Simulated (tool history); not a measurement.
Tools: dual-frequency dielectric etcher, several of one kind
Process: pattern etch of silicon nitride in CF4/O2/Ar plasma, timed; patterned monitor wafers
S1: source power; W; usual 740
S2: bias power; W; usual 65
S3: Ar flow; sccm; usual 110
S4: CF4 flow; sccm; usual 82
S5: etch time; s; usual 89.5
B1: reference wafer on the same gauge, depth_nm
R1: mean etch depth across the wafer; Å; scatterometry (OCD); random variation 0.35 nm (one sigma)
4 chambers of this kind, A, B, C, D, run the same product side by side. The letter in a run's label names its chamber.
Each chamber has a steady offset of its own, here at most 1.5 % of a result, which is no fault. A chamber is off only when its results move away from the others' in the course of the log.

run,hour,S1,S2,S3,S4,S5,B1,R1
1D,9.2,740,65,110,82,89.5,243.02,2524.7
2A,16.5,740,65,110,82,89.5,243.13,2577.5
3C,26.5,740,65,110,82,89.5,243.15,2527.4
4B,33.7,740,65,110,82,89.5,243.18,2549.5
5D,44.5,740,65,110,82,89.5,243.17,2527.7
6A,58.1,740,65,110,82,89.5,243.41,2579.5
7C,65.4,740,65,110,82,89.5,243.39,2538.9
8B,78.7,740,65,110,82,89.5,243.47,2550.4
9D,91.4,570,65,110,82,89.5,243.46,2025.0
# hour 92.7: chamber B: wet clean of the chamber
10A,97.6,570,65,110,82,89.5,243.58,2066.1
# hour 105.0: chamber A: Ar flow controller replaced
11B,107.1,570,65,110,82,89.5,243.50,2044.1
12C,119.7,570,65,110,82,89.5,243.64,2029.6
13C,131.4,740,65,110,82,89.5,243.69,2535.3
14D,138.2,740,65,110,82,89.5,243.69,2531.1
15B,151.2,740,65,110,82,89.5,243.80,2555.3
16A,159.9,740,65,110,82,89.5,243.84,2581.0
17D,166.2,740,75,110,67,89.5,243.83,2621.6
18B,173.2,740,75,110,67,89.5,243.86,2635.3
19A,184.0,740,75,110,67,89.5,243.96,2671.5
# hour 192.7: chamber A: wet clean of the chamber
20C,197.5,740,75,110,67,89.5,244.02,2617.7
21A,207.0,740,65,110,82,110.0,244.03,3188.6
22B,220.2,740,65,110,82,110.0,244.09,3136.4
23C,226.4,740,65,110,82,110.0,244.17,3117.9
24D,237.8,740,65,110,82,110.0,244.24,3121.8
25B,244.9,740,65,110,82,89.5,244.35,2556.9
26A,256.5,740,65,97,70,89.5,244.36,2575.9

Next, every chamber runs the same settings. What will each give?
27A,266.7,740,65,110,82,89.5,,?
27B,266.7,740,65,110,82,89.5,,?
27C,266.7,740,65,110,82,89.5,,?
27D,266.7,740,65,110,82,89.5,,?

run,R1
27A,2589.0
27B,2557.0
27C,2544.7
27D,2548.3
